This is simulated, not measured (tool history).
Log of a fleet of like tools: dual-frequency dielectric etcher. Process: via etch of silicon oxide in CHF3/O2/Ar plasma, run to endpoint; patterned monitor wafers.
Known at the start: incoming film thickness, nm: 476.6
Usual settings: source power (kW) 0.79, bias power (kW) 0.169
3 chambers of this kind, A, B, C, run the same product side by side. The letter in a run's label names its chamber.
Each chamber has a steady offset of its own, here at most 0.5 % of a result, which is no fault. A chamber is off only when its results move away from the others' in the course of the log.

run	hour	source power (kW)	bias power (kW)	hours since the last wet clean	hours since the last source power generator calibration	hours since the last bias power generator calibration	endpoint time (s)
1B	13.1	0.79	0.169	187.3	2523.3	311	219.41
2C	21.4	0.79	0.169	144.6	2056.9	2828.5	222.09
3A	34.1	0.79	0.169	426.2	785.3	346.7	222.2
4C	45.9	0.79	0.169	169.1	2081.4	2853	221.65
5B	54.5	0.79	0.169	228.7	2564.7	352.4	220.29
6A	65.8	0.79	0.169	457.9	817	378.4	223
7C	79.1	0.79	0.169	202.3	2114.6	2886.2	218.84
8A	88.8	0.79	0.169	480.9	840	401.4	221.12
9B	100.2	0.67	0.169	274.4	2610.4	398.1	236.31
10A	111.2	0.67	0.169	503.3	862.4	423.8	236.61
11B	119.5	0.67	0.169	293.7	2629.7	417.4	233.6
12C	130.2	0.92	0.185	253.4	2165.7	2937.3	202.67
13B	139.6	0.92	0.185	313.8	2649.8	437.5	202.95
# hour 145.2: chamber A: wet clean of the chamber
14A	151	0.92	0.185	5.8	902.2	463.6	204.97
15C	162.4	0.79	0.169	285.6	2197.9	2969.5	220.82
16C	175.7	0.79	0.169	298.9	2211.2	2982.8	220.73
# hour 179.5: chamber B: wet clean of the chamber
17A	182.1	0.79	0.169	36.9	933.3	494.7	221.78
18B	195.2	0.79	0.169	15.8	2705.4	493.1	221.45
19C	202.6	0.79	0.169	325.8	2238.1	3009.7	221.88
20A	214	0.79	0.169	68.8	965.2	526.6	221.8
21B	226	0.79	0.169	46.6	2736.2	523.9	219.65
22B	235.4	0.79	0.169	56	2745.6	533.3	221.56
23A	243.5	0.79	0.169	98.3	994.7	556.1	220.33
24C	256.2	0.79	0.169	379.4	2291.7	3063.3	220.28
25A	265.5	0.79	0.169	120.3	1016.7	578.1	221.54
26B	275.2	0.79	0.169	95.8	2785.4	573.1	220.44

All 3 chambers run these settings next. Forecast each chamber's results:
27A	284.7	0.79	0.169				?
27B	284.7	0.79	0.169				?
27C	284.7	0.79	0.169				?

run	endpoint time (s)
27A	221.54
27B	221.13
27C	220.86

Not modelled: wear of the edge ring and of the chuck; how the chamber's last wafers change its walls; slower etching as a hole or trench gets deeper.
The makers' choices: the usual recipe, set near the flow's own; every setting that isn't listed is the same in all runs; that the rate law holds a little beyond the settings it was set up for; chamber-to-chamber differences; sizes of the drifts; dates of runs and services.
